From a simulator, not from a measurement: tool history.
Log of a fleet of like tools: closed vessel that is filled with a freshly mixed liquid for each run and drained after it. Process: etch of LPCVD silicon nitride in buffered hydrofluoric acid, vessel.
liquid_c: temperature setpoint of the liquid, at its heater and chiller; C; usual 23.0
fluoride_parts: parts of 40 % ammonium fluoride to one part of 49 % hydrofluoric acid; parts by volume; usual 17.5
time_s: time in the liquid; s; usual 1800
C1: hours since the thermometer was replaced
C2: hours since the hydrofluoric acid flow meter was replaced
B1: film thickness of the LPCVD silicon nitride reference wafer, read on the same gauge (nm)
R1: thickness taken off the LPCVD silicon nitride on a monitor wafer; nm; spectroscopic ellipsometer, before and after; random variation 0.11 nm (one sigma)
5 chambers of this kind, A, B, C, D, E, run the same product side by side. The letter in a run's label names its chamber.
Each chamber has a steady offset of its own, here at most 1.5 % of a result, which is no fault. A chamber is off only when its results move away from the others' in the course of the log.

Run 1E, hour 7.9: usual settings; C1 671.1; C2 553.6; B1 140.01. Result: R1 13.4980 nm.
Run 2D, hour 18.3: usual settings; C1 84.7; C2 393.1; B1 140.03. Result: R1 13.5300 nm.
Run 3C, hour 27.4: usual settings; C1 850.6; C2 203.6; B1 139.97. Result: R1 13.7580 nm.
Run 4B, hour 37.3: usual settings; C1 962.0; C2 2030.7; B1 140.02. Result: R1 13.3660 nm.
At hour 38.5: chamber C: thermometer replaced.
Run 5A, hour 46.0: usual settings; C1 1554.4; C2 461.1; B1 139.97. Result: R1 13.5910 nm.
Run 6E, hour 58.1: usual settings; C1 721.3; C2 603.8; B1 140.01. Result: R1 13.7990 nm.
Run 7C, hour 64.6: usual settings; C1 26.2; C2 240.8; B1 140.01. Result: R1 13.5910 nm.
Run 8D, hour 73.3: usual settings; C1 139.7; C2 448.1; B1 139.99. Result: R1 13.4240 nm.
Run 9B, hour 79.4: usual settings but fluoride_parts 20.0 parts by volume, time_s 1260 s; C1 1004.1; C2 2072.8; B1 140.02. Result: R1 8.3226 nm.
At hour 85.0: chamber B: hydrofluoric acid flow meter replaced.
Run 10A, hour 86.5: usual settings but fluoride_parts 20.0 parts by volume, time_s 1260 s; C1 1594.9; C2 501.6; B1 140.04. Result: R1 8.4326 nm.
Run 11B, hour 92.0: usual settings but fluoride_parts 20.0 parts by volume, time_s 1260 s; C1 1016.7; C2 7.1; B1 140.01. Result: R1 8.2407 nm.
Run 12A, hour 101.8: usual settings but fluoride_parts 20.0 parts by volume, time_s 1260 s; C1 1610.2; C2 516.9; B1 140.01. Result: R1 8.3759 nm.
Run 13D, hour 112.2: usual settings but fluoride_parts 20.0 parts by volume, time_s 1260 s; C1 178.6; C2 487.0; B1 140.02. Result: R1 8.3068 nm.
At hour 122.7: chamber D: hydrofluoric acid flow meter replaced.
Run 14E, hour 122.7: usual settings; C1 785.9; C2 668.4; B1 140.03. Result: R1 13.6030 nm.
Run 15C, hour 132.7: usual settings; C1 94.3; C2 308.9; B1 140.03. Result: R1 13.5800 nm.
Run 16D, hour 141.0: usual settings; C1 207.4; C2 18.3; B1 140.03. Result: R1 13.6840 nm.
Run 17A, hour 151.1: usual settings; C1 1659.5; C2 566.2; B1 139.98. Result: R1 13.8590 nm.
Run 18E, hour 157.6: usual settings; C1 820.8; C2 703.3; B1 140.01. Result: R1 13.4260 nm.
Run 19C, hour 165.2: usual settings but fluoride_parts 19.5 parts by volume, time_s 1135 s; C1 126.8; C2 341.4; B1 140.02. Result: R1 7.7173 nm.
Run 20B, hour 171.8: usual settings but fluoride_parts 19.5 parts by volume, time_s 1135 s; C1 1096.5; C2 86.9; B1 140.04. Result: R1 7.7946 nm.
Run 21C, hour 181.1: usual settings but fluoride_parts 19.5 parts by volume, time_s 1135 s; C1 142.7; C2 357.3; B1 140.01. Result: R1 7.7135 nm.
Run 22A, hour 190.6: usual settings but fluoride_parts 19.5 parts by volume, time_s 1135 s; C1 1699.0; C2 605.7; B1 140.00. Result: R1 7.8104 nm.
Run 23D, hour 198.4: usual settings but fluoride_parts 19.5 parts by volume, time_s 1135 s; C1 264.8; C2 75.7; B1 140.01. Result: R1 7.7117 nm.
Run 24B, hour 207.4: usual settings but liquid_c 19.5 C, time_s 2125 s; C1 1132.1; C2 122.5; B1 139.98. Result: R1 13.0830 nm.
Run 25E, hour 218.8: usual settings but liquid_c 19.5 C, time_s 2125 s; C1 882.0; C2 764.5; B1 140.01. Result: R1 13.2970 nm.
Run 26D, hour 224.7: usual settings but liquid_c 19.5 C, time_s 2125 s; C1 291.1; C2 102.0; B1 139.99. Result: R1 13.2620 nm.
Run 27B, hour 236.2: usual settings but liquid_c 19.5 C, time_s 2125 s; C1 1160.9; C2 151.3; B1 140.01. Result: R1 13.1820 nm.
Run 28C, hour 242.7: usual settings but liquid_c 19.5 C, time_s 2125 s; C1 204.3; C2 418.9; B1 139.99. Result: R1 13.2810 nm.
Run 29E, hour 250.2: usual settings; C1 913.4; C2 795.9; B1 139.99. Result: R1 13.5260 nm.
Run 30A, hour 260.7: usual settings; C1 1769.1; C2 675.8; B1 139.99. Result: R1 14.2310 nm.
Run 31B, hour 266.0: usual settings; C1 1190.7; C2 181.1; B1 140.02. Result: R1 13.5090 nm.
Run 32A, hour 276.8: usual settings; C1 1785.2; C2 691.9; B1 139.97. Result: R1 14.2160 nm.
Run 33C, hour 286.5: usual settings; C1 248.1; C2 462.7; B1 139.99. Result: R1 13.7290 nm.
Run 34E, hour 293.9: usual settings; C1 957.1; C2 839.6; B1 140.03. Result: R1 13.5590 nm.
Run 35D, hour 300.7: usual settings; C1 367.1; C2 178.0; B1 140.02. Result: R1 13.8000 nm.
Run 36C, hour 310.3: usual settings; C1 271.9; C2 486.5; B1 139.98. Result: R1 13.6230 nm.
Run 37D, hour 320.4: usual settings; C1 386.8; C2 197.7; B1 140.01. Result: R1 13.7380 nm.
Run 38A, hour 328.4: usual settings; C1 1836.8; C2 743.5; B1 140.00. Result: R1 14.3440 nm.
Run 39E, hour 336.8: usual settings; C1 1000.0; C2 882.5; B1 140.01. Result: R1 13.6920 nm.
Run 40B, hour 349.0: usual settings; C1 1273.7; C2 264.1; B1 139.99. Result: R1 13.4960 nm.
At hour 351.1: chamber B: thermometer replaced.
Run 41B, hour 356.7: usual settings; C1 5.7; C2 271.8; B1 140.03. Result: R1 13.3740 nm.
Run 42D, hour 366.8: usual settings; C1 433.2; C2 244.1; B1 139.99. Result: R1 13.6230 nm.
Run 43A, hour 376.3: usual settings; C1 1884.7; C2 791.4; B1 140.02. Result: R1 14.5150 nm.

All 5 chambers run these settings next. Forecast each chamber's results:
Run 44A, hour 385.0: usual settings. Result: R1 ?.
Run 44B, hour 385.0: usual settings. Result: R1 ?.
Run 44C, hour 385.0: usual settings. Result: R1 ?.
Run 44D, hour 385.0: usual settings. Result: R1 ?.
Run 44E, hour 385.0: usual settings. Result: R1 ?.

run       R1
44A  14.7080
44B  13.4850
44C  13.4060
44D  13.8380
44E  13.3400
